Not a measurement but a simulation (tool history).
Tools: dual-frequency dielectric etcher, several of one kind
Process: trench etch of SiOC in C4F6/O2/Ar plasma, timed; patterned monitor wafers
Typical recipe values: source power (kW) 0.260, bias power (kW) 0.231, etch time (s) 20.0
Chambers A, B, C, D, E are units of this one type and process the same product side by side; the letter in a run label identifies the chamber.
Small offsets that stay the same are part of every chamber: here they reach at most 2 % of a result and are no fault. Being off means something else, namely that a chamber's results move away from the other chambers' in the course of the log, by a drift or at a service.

run	hour	source power (kW)	bias power (kW)	etch time (s)	read-back reference wafer on the same gauge, depth_nm	mean etch depth across the wafer (Å)
1D	9.6	0.260	0.231	20.0	42.400	384.42
2E	15.9	0.260	0.231	20.0	42.416	382.51
3A	21.6	0.260	0.231	20.0	42.414	380.72
4C	29.8	0.260	0.231	20.0	42.431	385.05
5B	34.9	0.260	0.198	20.0	42.432	368.93
6E	42.9	0.260	0.198	20.0	42.441	361.59
7B	53.3	0.260	0.198	20.0	42.446	369.48
8A	59.4	0.260	0.198	20.0	42.458	361.65
9D	66.2	0.260	0.198	20.0	42.452	366.41
10C	73.4	0.260	0.231	20.0	42.462	384.25
11D	78.7	0.260	0.231	20.0	42.475	385.13
12A	88.3	0.260	0.231	20.0	42.468	381.45
# hour 90.8: chamber C: wet clean of the chamber
13C	97.7	0.210	0.178	20.0	42.490	325.19
14E	108.2	0.210	0.178	20.0	42.493	322.88
15B	114.8	0.210	0.178	20.0	42.498	329.45
16C	120.9	0.210	0.178	20.0	42.495	324.62
17A	125.5	0.210	0.178	20.0	42.504	320.77
18E	134.6	0.260	0.231	20.0	42.505	382.30
# hour 140.6: chamber A: wet clean of the chamber
19D	143.1	0.260	0.231	20.0	42.507	385.43
20B	151.8	0.260	0.231	20.0	42.530	390.04
21B	162.1	0.260	0.231	20.0	42.542	390.44
22E	171.2	0.260	0.231	20.0	42.549	381.90
23A	178.4	0.210	0.268	20.0	42.563	371.40
24D	184.2	0.210	0.268	20.0	42.542	374.22
25C	191.8	0.210	0.268	20.0	42.546	375.32
26B	199.0	0.210	0.268	20.0	42.564	378.40
27A	205.2	0.210	0.268	20.0	42.574	371.53
28D	210.0	0.260	0.231	24.5	42.574	472.25
# hour 212.9: chamber B: source power generator calibrated
29C	218.5	0.260	0.231	24.5	42.582	472.72
# hour 219.7: chamber D: wet clean of the chamber
30E	228.9	0.260	0.231	24.5	42.583	469.55
31A	238.8	0.260	0.231	24.5	42.617	469.25
32B	245.7	0.260	0.231	24.5	42.604	476.32
33E	254.6	0.260	0.231	20.0	42.615	383.51
34C	259.5	0.260	0.231	20.0	42.616	387.08
35D	266.4	0.260	0.231	20.0	42.627	386.28
36D	272.4	0.260	0.231	20.0	42.628	386.58
37E	279.6	0.260	0.231	20.0	42.633	383.75
38A	289.3	0.260	0.231	20.0	42.610	382.49
39B	299.3	0.260	0.231	20.0	42.642	389.78

All 5 chambers run these settings next. Forecast each chamber's results:
40A	306.8	0.260	0.231	20.0		?
40B	306.8	0.260	0.231	20.0		?
40C	306.8	0.260	0.231	20.0		?
40D	306.8	0.260	0.231	20.0		?
40E	306.8	0.260	0.231	20.0		?

run	mean etch depth across the wafer (Å)
40A	384.00
40B	391.62
40C	386.57
40D	386.81
40E	384.20
